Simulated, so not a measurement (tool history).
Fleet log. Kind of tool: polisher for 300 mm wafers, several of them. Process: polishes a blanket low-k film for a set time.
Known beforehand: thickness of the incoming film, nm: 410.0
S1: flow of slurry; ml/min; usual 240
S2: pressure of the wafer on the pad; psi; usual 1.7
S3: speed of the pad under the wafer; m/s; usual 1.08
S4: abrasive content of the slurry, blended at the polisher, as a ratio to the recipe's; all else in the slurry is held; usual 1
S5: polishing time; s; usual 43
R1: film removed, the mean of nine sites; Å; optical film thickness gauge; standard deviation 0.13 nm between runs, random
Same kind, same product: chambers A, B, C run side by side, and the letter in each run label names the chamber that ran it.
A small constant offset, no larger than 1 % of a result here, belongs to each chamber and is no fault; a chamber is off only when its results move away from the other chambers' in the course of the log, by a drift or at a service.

| run | day | S1 | S2 | S3 | S4 | S5 | R1 |
|---|---|---|---|---|---|---|---|
|  | 0.038 | chamber B: worn pad replaced by a new one |
|  | 0.158 | chamber A: worn pad replaced by a new one |
|  | 0.221 | chamber C: worn pad replaced by a new one |
| 1B | 0.579 | 240 | 1.7 | 1.08 | 1 | 43 | 168.52 |
| 2A | 1.088 | 240 | 1.7 | 1.08 | 1 | 43 | 170.76 |
| 3C | 1.462 | 240 | 1.7 | 1.08 | 1 | 43 | 166.55 |
|  | 1.533 | chamber A: head pressure recalibrated |
| 4A | 1.912 | 240 | 1.7 | 1.08 | 1 | 43 | 168.88 |
| 5C | 2.4 | 240 | 1.7 | 1.08 | 1 | 43 | 167.11 |
|  | 2.558 | chamber A: slurry nozzle cleaned |
|  | 2.558 | chamber C: slurry blender recalibrated |
| 6B | 2.825 | 240 | 1.7 | 1.08 | 1 | 43 | 171.3 |
|  | 2.921 | chamber B: conditioning disc replaced and pad reconditioned |
|  | 3.279 | chamber A: worn pad replaced by a new one |
|  | 3.417 | chamber B: worn pad replaced by a new one |
| 7A | 3.488 | 240 | 1.7 | 1.08 | 1 | 43 | 166.85 |
|  | 3.708 | chamber C: worn pad replaced by a new one |
| 8B | 4.075 | 240 | 1.7 | 1.08 | 1 | 43 | 170.24 |
| 9C | 4.762 | 240 | 1.7 | 1.08 | 1 | 43 | 166.52 |
|  | 4.808 | chamber C: conditioning disc replaced and pad reconditioned |
| 10B | 5.125 | 240 | 1.7 | 1.08 | 1 | 43 | 171.62 |
| 11C | 5.779 | 240 | 1.7 | 1.08 | 1.2 | 43 | 181.62 |
|  | 6.188 | chamber B: worn pad replaced by a new one |
|  | 6.25 | chamber A: worn pad replaced by a new one |
| 12A | 6.262 | 240 | 1.7 | 1.08 | 1.2 | 43 | 180.54 |
|  | 6.596 | chamber C: worn pad replaced by a new one |
| 13B | 6.875 | 240 | 1.7 | 1.08 | 1.2 | 43 | 182.74 |
|  | 7.075 | chamber B: head pressure recalibrated |
| 14A | 7.367 | 240 | 1.7 | 1.08 | 1 | 43 | 163.89 |
| 15C | 7.7 | 240 | 1.7 | 1.08 | 1 | 43 | 165.74 |
| 16C | 8.25 | 240 | 1.7 | 1.08 | 1 | 43 | 168.32 |
| 17A | 8.554 | 240 | 1.7 | 1.08 | 1 | 43 | 164.61 |
| 18B | 8.862 | 240 | 1.7 | 1.08 | 1 | 43 | 168.15 |
|  | 9.346 | chamber B: worn pad replaced by a new one |
| 19A | 9.525 | 265 | 1.7 | 1.08 | 1 | 43 | 163.73 |
|  | 9.762 | chamber A: worn pad replaced by a new one |
|  | 9.808 | chamber C: worn pad replaced by a new one |
|  | 9.833 | chamber B: slurry blender recalibrated |
| 20B | 9.942 | 265 | 1.7 | 1.08 | 1 | 43 | 170.88 |
|  | 10.088 | chamber B: slurry nozzle cleaned |
| 21C | 10.267 | 265 | 1.7 | 1.08 | 1 | 43 | 170.5 |
| 22C | 10.838 | 240 | 1.7 | 1.08 | 1 | 43 | 168.24 |
| 23B | 11.217 | 240 | 1.7 | 1.08 | 1 | 43 | 168.69 |
| 24A | 11.554 | 240 | 1.7 | 1.08 | 1 | 43 | 158.98 |
| 25B | 11.996 | 210 | 1.7 | 1.08 | 0.85 | 43 | 154.41 |
| 26A | 12.417 | 210 | 1.7 | 1.08 | 0.85 | 43 | 145.78 |
|  | 12.571 | chamber A: worn pad replaced by a new one |
|  | 12.662 | chamber B: worn pad replaced by a new one |
|  | 12.7 | chamber C: worn pad replaced by a new one |
| 27C | 12.883 | 210 | 1.7 | 1.08 | 0.85 | 43 | 153.05 |
|  | 13.025 | chamber C: head pressure recalibrated |
|  | 13.075 | chamber A: conditioning disc replaced and pad reconditioned |
| 28C | 13.275 | 320 | 1.5 | 1.08 | 1 | 43 | 152.74 |
| 29B | 13.792 | 320 | 1.5 | 1.08 | 1 | 43 | 151.9 |
| 30A | 14.346 | 320 | 1.5 | 1.08 | 1 | 43 | 143.1 |
| 31A | 14.817 | 240 | 1.7 | 1.08 | 1 | 43 | 159.6 |
|  | 15.354 | chamber C: slurry nozzle cleaned |
| 32C | 15.454 | 240 | 1.7 | 1.08 | 1 | 43 | 168.83 |

Next, every chamber runs the same settings. What will each give?
| 33A | 15.95 | 240 | 1.7 | 0.8 | 1 | 43 | ? |
| 33B | 15.95 | 240 | 1.7 | 0.8 | 1 | 43 | ? |
| 33C | 15.95 | 240 | 1.7 | 0.8 | 1 | 43 | ? |

| run | R1 |
|---|---|
| 33A | 124.62 |
| 33B | 132.33 |
| 33C | 132.13 |
